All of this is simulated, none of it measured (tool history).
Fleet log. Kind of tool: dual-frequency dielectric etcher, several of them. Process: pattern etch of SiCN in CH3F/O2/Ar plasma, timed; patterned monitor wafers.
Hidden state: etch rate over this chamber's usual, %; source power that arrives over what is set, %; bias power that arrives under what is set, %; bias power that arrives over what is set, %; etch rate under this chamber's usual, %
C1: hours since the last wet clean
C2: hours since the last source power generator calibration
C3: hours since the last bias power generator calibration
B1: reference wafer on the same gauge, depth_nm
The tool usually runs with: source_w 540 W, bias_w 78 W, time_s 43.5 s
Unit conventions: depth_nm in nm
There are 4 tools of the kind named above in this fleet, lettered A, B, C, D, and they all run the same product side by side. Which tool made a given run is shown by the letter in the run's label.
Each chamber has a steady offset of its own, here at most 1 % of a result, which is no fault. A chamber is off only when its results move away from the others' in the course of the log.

{"run": "1C", "day": 0.542, "source_w": 540, "bias_w": 78, "time_s": 43.5, "C1": 320.7, "C2": 1305.8, "C3": 3059.4, "B1": 19.892, "depth_nm": 18.664}
{"run": "2D", "day": 1.025, "source_w": 540, "bias_w": 78, "time_s": 43.5, "C1": 62.2, "C2": 425.9, "C3": 1408.1, "B1": 19.896, "depth_nm": 18.874}
{"run": "3A", "day": 1.512, "source_w": 540, "bias_w": 78, "time_s": 43.5, "C1": 47.7, "C2": 3350.5, "C3": 1849.6, "B1": 19.888, "depth_nm": 18.761}
{"day": 2.046, "done": "chamber B: wet clean of the chamber"}
{"run": "4B", "day": 2.146, "source_w": 540, "bias_w": 78, "time_s": 43.5, "C1": 2.5, "C2": 3411.1, "C3": 938.6, "B1": 19.888, "depth_nm": 18.737}
{"day": 2.167, "done": "chamber C: wet clean of the chamber"}
{"run": "5C", "day": 2.75, "source_w": 540, "bias_w": 78, "time_s": 43.5, "C1": 14.0, "C2": 1358.8, "C3": 3112.4, "B1": 19.878, "depth_nm": 18.707}
{"run": "6D", "day": 3.208, "source_w": 670, "bias_w": 62, "time_s": 43.5, "C1": 114.6, "C2": 478.3, "C3": 1460.5, "B1": 19.884, "depth_nm": 18.912}
{"run": "7B", "day": 3.538, "source_w": 670, "bias_w": 62, "time_s": 43.5, "C1": 35.9, "C2": 3444.5, "C3": 972.0, "B1": 19.875, "depth_nm": 18.875}
{"run": "8A", "day": 3.875, "source_w": 670, "bias_w": 62, "time_s": 43.5, "C1": 104.4, "C2": 3407.2, "C3": 1906.3, "B1": 19.874, "depth_nm": 18.798}
{"run": "9A", "day": 4.279, "source_w": 670, "bias_w": 62, "time_s": 43.5, "C1": 114.1, "C2": 3416.9, "C3": 1916.0, "B1": 19.872, "depth_nm": 18.789}
{"day": 4.354, "done": "chamber B: source power generator calibrated"}
{"run": "10D", "day": 4.821, "source_w": 540, "bias_w": 78, "time_s": 43.5, "C1": 153.3, "C2": 517.0, "C3": 1499.2, "B1": 19.872, "depth_nm": 18.869}
{"run": "11B", "day": 5.362, "source_w": 540, "bias_w": 78, "time_s": 43.5, "C1": 79.7, "C2": 24.3, "C3": 1015.8, "B1": 19.864, "depth_nm": 18.735}
{"run": "12C", "day": 5.95, "source_w": 540, "bias_w": 78, "time_s": 43.5, "C1": 90.8, "C2": 1435.6, "C3": 3189.2, "B1": 19.859, "depth_nm": 18.721}
{"run": "13D", "day": 6.275, "source_w": 540, "bias_w": 78, "time_s": 43.5, "C1": 188.2, "C2": 551.9, "C3": 1534.1, "B1": 19.856, "depth_nm": 18.826}
{"run": "14C", "day": 6.633, "source_w": 540, "bias_w": 78, "time_s": 43.5, "C1": 107.2, "C2": 1452.0, "C3": 3205.6, "B1": 19.856, "depth_nm": 18.73}
{"run": "15B", "day": 7.104, "source_w": 540, "bias_w": 78, "time_s": 43.5, "C1": 121.5, "C2": 66.1, "C3": 1057.6, "B1": 19.855, "depth_nm": 18.721}
{"run": "16A", "day": 7.529, "source_w": 540, "bias_w": 78, "time_s": 43.5, "C1": 192.1, "C2": 3494.9, "C3": 1994.0, "B1": 19.846, "depth_nm": 18.762}
{"run": "17A", "day": 8.062, "source_w": 480, "bias_w": 78, "time_s": 43.5, "C1": 204.9, "C2": 3507.7, "C3": 2006.8, "B1": 19.839, "depth_nm": 17.944}
{"run": "18B", "day": 8.717, "source_w": 480, "bias_w": 78, "time_s": 43.5, "C1": 160.2, "C2": 104.8, "C3": 1096.3, "B1": 19.839, "depth_nm": 17.831}
{"run": "19D", "day": 9.308, "source_w": 480, "bias_w": 78, "time_s": 43.5, "C1": 261.0, "C2": 624.7, "C3": 1606.9, "B1": 19.831, "depth_nm": 17.97}
{"run": "20C", "day": 9.858, "source_w": 480, "bias_w": 78, "time_s": 43.5, "C1": 184.6, "C2": 1529.4, "C3": 3283.0, "B1": 19.831, "depth_nm": 17.878}
{"run": "21C", "day": 10.254, "source_w": 540, "bias_w": 78, "time_s": 43.5, "C1": 194.1, "C2": 1538.9, "C3": 3292.5, "B1": 19.823, "depth_nm": 18.72}
{"run": "22B", "day": 10.542, "source_w": 540, "bias_w": 78, "time_s": 43.5, "C1": 204.0, "C2": 148.6, "C3": 1140.1, "B1": 19.815, "depth_nm": 18.659}
{"run": "23D", "day": 11.05, "source_w": 540, "bias_w": 78, "time_s": 43.5, "C1": 302.8, "C2": 666.5, "C3": 1648.7, "B1": 19.818, "depth_nm": 18.814}
{"run": "24A", "day": 11.6, "source_w": 540, "bias_w": 78, "time_s": 43.5, "C1": 289.8, "C2": 3592.6, "C3": 2091.7, "B1": 19.81, "depth_nm": 18.697}
{"run": "25D", "day": 12.079, "source_w": 470, "bias_w": 78, "time_s": 43.5, "C1": 327.5, "C2": 691.2, "C3": 1673.4, "B1": 19.814, "depth_nm": 17.903}
{"run": "26A", "day": 12.596, "source_w": 470, "bias_w": 78, "time_s": 43.5, "C1": 313.7, "C2": 3616.5, "C3": 2115.6, "B1": 19.799, "depth_nm": 17.758}
{"run": "27C", "day": 13.088, "source_w": 470, "bias_w": 78, "time_s": 43.5, "C1": 262.1, "C2": 1606.9, "C3": 3360.5, "B1": 19.803, "depth_nm": 17.674}
{"run": "28B", "day": 13.533, "source_w": 470, "bias_w": 78, "time_s": 43.5, "C1": 275.8, "C2": 220.4, "C3": 1211.9, "B1": 19.801, "depth_nm": 17.736}
{"run": "29D", "day": 13.967, "source_w": 540, "bias_w": 72, "time_s": 50.5, "C1": 372.8, "C2": 736.5, "C3": 1718.7, "B1": 19.801, "depth_nm": 21.176}
{"run": "30A", "day": 14.467, "source_w": 540, "bias_w": 72, "time_s": 50.5, "C1": 358.6, "C2": 3661.4, "C3": 2160.5, "B1": 19.789, "depth_nm": 21.11}
{"run": "31B", "day": 15.004, "source_w": 540, "bias_w": 72, "time_s": 50.5, "C1": 311.1, "C2": 255.7, "C3": 1247.2, "B1": 19.789, "depth_nm": 21.041}
{"run": "32C", "day": 15.362, "source_w": 540, "bias_w": 72, "time_s": 50.5, "C1": 316.7, "C2": 1661.5, "C3": 3415.1, "B1": 19.782, "depth_nm": 21.051}
{"run": "33A", "day": 16.021, "source_w": 540, "bias_w": 78, "time_s": 43.5, "C1": 395.9, "C2": 3698.7, "C3": 2197.8, "B1": 19.781, "depth_nm": 18.697}
{"day": 16.05, "done": "chamber C: wet clean of the chamber"}
{"day": 16.083, "done": "chamber D: wet clean of the chamber"}
{"run": "34D", "day": 16.354, "source_w": 540, "bias_w": 78, "time_s": 43.5, "C1": 6.5, "C2": 793.8, "C3": 1776.0, "B1": 19.781, "depth_nm": 18.771}
{"run": "35C", "day": 16.971, "source_w": 540, "bias_w": 78, "time_s": 43.5, "C1": 22.2, "C2": 1700.1, "C3": 3453.7, "B1": 19.773, "depth_nm": 18.604}
{"run": "36B", "day": 17.425, "source_w": 540, "bias_w": 78, "time_s": 43.5, "C1": 369.2, "C2": 313.8, "C3": 1305.3, "B1": 19.775, "depth_nm": 18.612}

Next, all 4 chambers run the settings below, one line each with question marks for the results. What does each chamber give?
{"run": "37A", "day": 17.9, "source_w": 540, "bias_w": 78, "time_s": 43.5, "depth_nm": "?"}
{"run": "37B", "day": 17.9, "source_w": 540, "bias_w": 78, "time_s": 43.5, "depth_nm": "?"}
{"run": "37C", "day": 17.9, "source_w": 540, "bias_w": 78, "time_s": 43.5, "depth_nm": "?"}
{"run": "37D", "day": 17.9, "source_w": 540, "bias_w": 78, "time_s": 43.5, "depth_nm": "?"}

run=37A depth_nm=18.754
run=37B depth_nm=18.617
run=37C depth_nm=18.583
run=37D depth_nm=18.838
